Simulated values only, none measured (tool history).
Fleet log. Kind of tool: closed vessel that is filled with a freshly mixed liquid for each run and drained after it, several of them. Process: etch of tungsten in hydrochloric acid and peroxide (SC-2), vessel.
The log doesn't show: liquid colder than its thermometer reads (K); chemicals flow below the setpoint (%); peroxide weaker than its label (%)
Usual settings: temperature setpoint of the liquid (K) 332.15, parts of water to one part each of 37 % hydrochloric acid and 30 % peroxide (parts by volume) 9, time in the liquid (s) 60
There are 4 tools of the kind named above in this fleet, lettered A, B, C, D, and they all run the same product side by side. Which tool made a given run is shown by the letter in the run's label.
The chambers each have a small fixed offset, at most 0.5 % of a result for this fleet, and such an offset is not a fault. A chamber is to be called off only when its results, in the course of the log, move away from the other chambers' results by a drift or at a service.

run,day,temperature setpoint of the liquid (K),parts of water to one part each of 37 % hydrochloric acid and 30 % peroxide (parts by volume),time in the liquid (s),hours since the thermometer was replaced,hours since the chemicals flow meter was replaced,hours since the drum of peroxide was connected,"read-back film thickness of the tungsten reference wafer, read on the same gauge (nm)",thickness taken off the tungsten on a monitor wafer (Å)
1C,0.117,332.15,9,60,923,88.5,241.7,129.97,372.1
2B,0.304,332.15,9,60,1320.7,993.2,166.6,130,368.37
3D,0.429,332.15,9,60,51.2,783.1,263,129.99,370.58
4A,0.604,332.15,9,60,1313.2,135.2,536.7,130,369.03
5C,0.758,332.15,9,60,938.4,103.9,257.1,129.95,371.41
6A,0.879,332.15,9,60,1319.8,141.8,543.3,130.02,372.25
7D,1.062,332.15,9,60,66.4,798.3,278.2,130.01,375.74
8B,1.192,332.15,9,60,1342,1014.5,187.9,130,366.17
9C,1.346,332.15,9,60,952.5,118,271.2,129.98,368.77
10A,1.433,332.15,9,60,1333.1,155.1,556.6,129.98,375.39
11D,1.55,332.15,9,60,78.1,810,289.9,130.02,376.37
12B,1.65,332.15,9,60,1353,1025.5,198.9,129.99,354.82
13C,1.821,324.65,9,85,963.9,129.4,282.6,130,321.07
14A,1.95,324.65,9,85,1345.5,167.5,569,130.02,329.45
15D,2.121,324.65,9,85,91.8,823.7,303.6,130.01,322.14
16B,2.217,324.65,9,85,1366.6,1039.1,212.5,130,317.13
17C,2.338,332.15,9,60,976.3,141.8,295,129.99,373.79
18A,2.471,332.15,9,60,1358,180,581.5,129.97,367.86
19D,2.575,332.15,9,60,102.7,834.6,314.5,129.98,367.03
20B,2.679,328.15,11,60,1377.7,1050.2,223.6,129.99,231.87
21A,2.792,328.15,11,60,1365.7,187.7,589.2,129.99,246.3
22B,2.958,328.15,11,60,1384.4,1056.9,230.3,130,228.39
23D,3.058,328.15,11,60,114.3,846.2,326.1,130.01,244.11
24C,3.162,332.15,9,60,996.1,161.6,314.8,130.01,375.85
25A,3.258,332.15,9,60,1376.9,198.9,600.4,130,368.3
26D,3.433,332.15,9,60,123.3,855.2,335.1,130,372.57
27C,3.592,332.15,9,60,1006.4,171.9,325.1,130,371.26
28B,3.746,332.15,9,60,1403.3,1075.8,249.2,129.98,343.89
29D,3.917,332.15,9,60,134.9,866.8,346.7,130.01,373.36

Which is it: a chamber that has drifted or been left off by a service, a gauge drift common to all chambers, or only each chamber's usual small offset? If a chamber is off, name it and its likeliest cause.

Little by little, chamber B moves away from the other chambers.
Most likely cause: chemicals flow below the setpoint (%) = 9.05.
With only this log, it may be confused with: liquid colder than its thermometer reads (K); peroxide weaker than its label (%).

Chamber B could run next with any of the 4 candidate recipes listed below; each alters the usual settings, and their results appear as question marks. Which one brings its results back in line with what the other chambers deliver on the usual settings?
In line means no further than this from the other chambers' mean on the usual settings: thickness taken off the tungsten on a monitor wafer (Å) 11
30B-1,4.054,329.65,9,60,,,,,?
30B-2,4.054,333.15,9,65,,,,,?
30B-3,4.054,332.15,9,65,,,,,?
30B-4,4.054,332.15,10,60,,,,,?

What the other chambers average on the usual settings: thickness taken off the tungsten on a monitor wafer (Å) 371.72
run,thickness taken off the tungsten on a monitor wafer (Å)
30B-1,293.37
30B-2,395.54
30B-3,371.88
30B-4,314.46
With 30B-3, the chamber falls back in line with the rest.
